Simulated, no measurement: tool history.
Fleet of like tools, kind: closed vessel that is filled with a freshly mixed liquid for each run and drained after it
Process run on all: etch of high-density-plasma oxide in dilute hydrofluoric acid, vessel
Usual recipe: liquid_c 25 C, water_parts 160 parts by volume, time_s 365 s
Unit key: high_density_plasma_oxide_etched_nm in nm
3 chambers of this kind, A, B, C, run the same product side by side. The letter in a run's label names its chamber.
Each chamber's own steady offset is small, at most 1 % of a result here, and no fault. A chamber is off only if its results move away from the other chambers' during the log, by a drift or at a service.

run   hour  liquid_c  water_parts  time_s  read-back film thickness of the high-density-plasma oxide reference wafer, read on the same gauge (nm)  high_density_plasma_oxide_etched_nm
 1B    6.7        25          160     365                                                                                                     140                               16.018
 2C   13.4        25          160     365                                                                                                  139.98                               16.122
 3A   21.9        25          160     365                                                                                                     140                               16.108
 4A   30.6        25          160     365                                                                                                  140.05                               15.878
 5B   40.1      22.5          200     365                                                                                                     140                               11.047
 6C   48.6      22.5          200     365                                                                                                  140.01                                11.16
 7C   59.3      22.5          200     365                                                                                                     140                               11.382
 8A   65.7        27          160     365                                                                                                  140.02                               17.219
 9B   76.6        27          160     365                                                                                                     140                                17.16
10C   86.8        27          160     365                                                                                                  140.02                               17.428
11B   99.6        25          160     365                                                                                                  139.94                               16.108
12A    106        25          160     365                                                                                                  140.01                               15.894
13C  112.7        25          160     365                                                                                                  139.99                               16.222
14A  123.5        25          160     365                                                                                                     140                               16.001
15B  131.3        25          160     365                                                                                                     140                               16.059
16A  140.5        25          160     365                                                                                                  140.02                               16.037
17C  147.9        25          160     365                                                                                                  140.04                               16.171
18B  159.3        25          160     365                                                                                                  139.99                               15.949
19A  169.1        25          160     365                                                                                                  140.02                               15.973
20B  179.6        25          160     445                                                                                                     140                               19.676
21C  191.7        25          160     445                                                                                                  139.99                               19.623
22A  203.1        25          160     445                                                                                                  139.98                               19.327
23C  217.7        25          160     365                                                                                                  139.95                               16.193
     220.2  -- chamber A: thermometer replaced
24B  228.3        25          160     365                                                                                                  139.97                               16.473
25B  239.6        25          160     365                                                                                                  139.99                               16.491
26C  253.9        25          160     365                                                                                                  140.01                               16.288
27A  262.9        23          160     365                                                                                                  140.01                               14.732
28C  271.1        23          160     365                                                                                                  140.06                               15.079
29A  278.6        23          160     365                                                                                                  139.99                               14.787
30B  287.4        25          160     365                                                                                                     140                               16.532
31C    295        25          160     365                                                                                                  140.01                               16.175
32A  302.5        25          160     365                                                                                                     140                               15.919
33B  314.3        25          160     365                                                                                                  140.05                               16.653
     322.3  -- chamber B: hydrofluoric acid flow meter replaced
34A    326        25          160     365                                                                                                  139.95                               15.846
35C  332.7        25          160     365                                                                                                  139.93                               16.259
36B  344.7        25          160     365                                                                                                     140                               16.835
37C  351.2        25          160     365                                                                                                  140.01                               16.152
38A    359        25          160     365                                                                                                  139.97                                 15.9

Which is it: a chamber that has drifted or been left off by a service, a gauge drift common to all chambers, or only each chamber's usual small offset? If a chamber is off, name it and its likeliest cause.

Chamber B drifts away from the others.
Cause: liquid hotter than its thermometer reads (K) = 1.45.

Here are 4 candidates for chamber B's next run, each the usual settings with a change, their results left as question marks. Which one brings its results back in line with what the others give on the usual settings?
To be in line, a result may differ from the other chambers' mean on the usual settings by at most: high_density_plasma_oxide_etched_nm 0.32 nm
39B-1  369.5        25          160     405                                                                                                                                            ?
39B-2  369.5      26.5          160     365                                                                                                                                            ?
39B-3  369.5        22          160     365                                                                                                                                            ?
39B-4  369.5        25          165     360                                                                                                                                            ?

Average result of the remaining chambers running the usual settings: high_density_plasma_oxide_etched_nm 16.041 nm
  run  high_density_plasma_oxide_etched_nm
39B-1                               18.829
39B-2                               17.924
39B-3                               15.171
39B-4                               16.125
The answer is 39B-4, which returns the chamber to within the allowed miss of the others.

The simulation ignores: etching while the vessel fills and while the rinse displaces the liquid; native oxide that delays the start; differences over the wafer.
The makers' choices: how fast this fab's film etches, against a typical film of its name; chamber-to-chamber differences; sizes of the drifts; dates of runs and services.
